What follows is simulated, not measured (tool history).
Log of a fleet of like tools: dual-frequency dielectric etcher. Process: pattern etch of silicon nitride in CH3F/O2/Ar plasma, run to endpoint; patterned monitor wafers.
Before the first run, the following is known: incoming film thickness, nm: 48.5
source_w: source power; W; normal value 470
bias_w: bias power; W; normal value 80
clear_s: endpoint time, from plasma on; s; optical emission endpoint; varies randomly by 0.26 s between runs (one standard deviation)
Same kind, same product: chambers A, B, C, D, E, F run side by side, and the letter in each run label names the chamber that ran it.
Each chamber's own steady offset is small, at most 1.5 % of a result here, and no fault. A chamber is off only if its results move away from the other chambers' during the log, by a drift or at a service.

run,day,source_w,bias_w,clear_s
1E,0.375,470,80,62.608
2D,0.738,470,80,63.615
3C,0.975,470,80,62.705
4B,1.433,470,80,64.226
5A,1.717,470,80,63.095
6F,2.225,570,80,58.805
7E,2.733,570,80,58.298
8D,3.100,570,80,59.365
9B,3.383,570,80,59.129
10F,3.717,570,80,58.641
11C,4.092,570,80,58.623
12A,4.538,470,80,63.120
13E,4.858,470,80,62.718
14C,5.192,470,80,62.934
# day 5.329: chamber E: wet clean of the chamber
15B,5.629,470,80,64.194
16D,6.112,470,80,63.427
17F,6.471,470,80,62.820
18A,6.804,420,90,63.501
19A,7.217,420,90,62.969
20D,7.504,420,90,63.649
21C,7.846,420,90,62.811
22E,8.183,420,90,62.554
23F,8.688,420,90,62.768
24B,8.938,470,80,64.024
25C,9.358,470,80,62.025
26A,9.642,470,80,63.675
27B,10.000,470,80,63.752
28D,10.321,470,80,63.355
29F,10.800,470,80,63.252
30E,11.088,470,80,62.901
31A,11.471,470,80,63.291
32D,11.717,470,80,63.261
33F,11.975,470,80,62.901
34C,12.242,470,80,61.130
35B,12.725,470,80,64.040
36E,12.967,470,80,62.823
37A,13.188,470,80,63.290

Predict what each chamber gives when all 6 of them run the settings below next.
38A,13.550,470,93,?
38B,13.550,470,93,?
38C,13.550,470,93,?
38D,13.550,470,93,?
38E,13.550,470,93,?
38F,13.550,470,93,?

run,clear_s
38A,60.046
38B,60.733
38C,58.283
38D,59.888
38E,59.548
38F,59.796
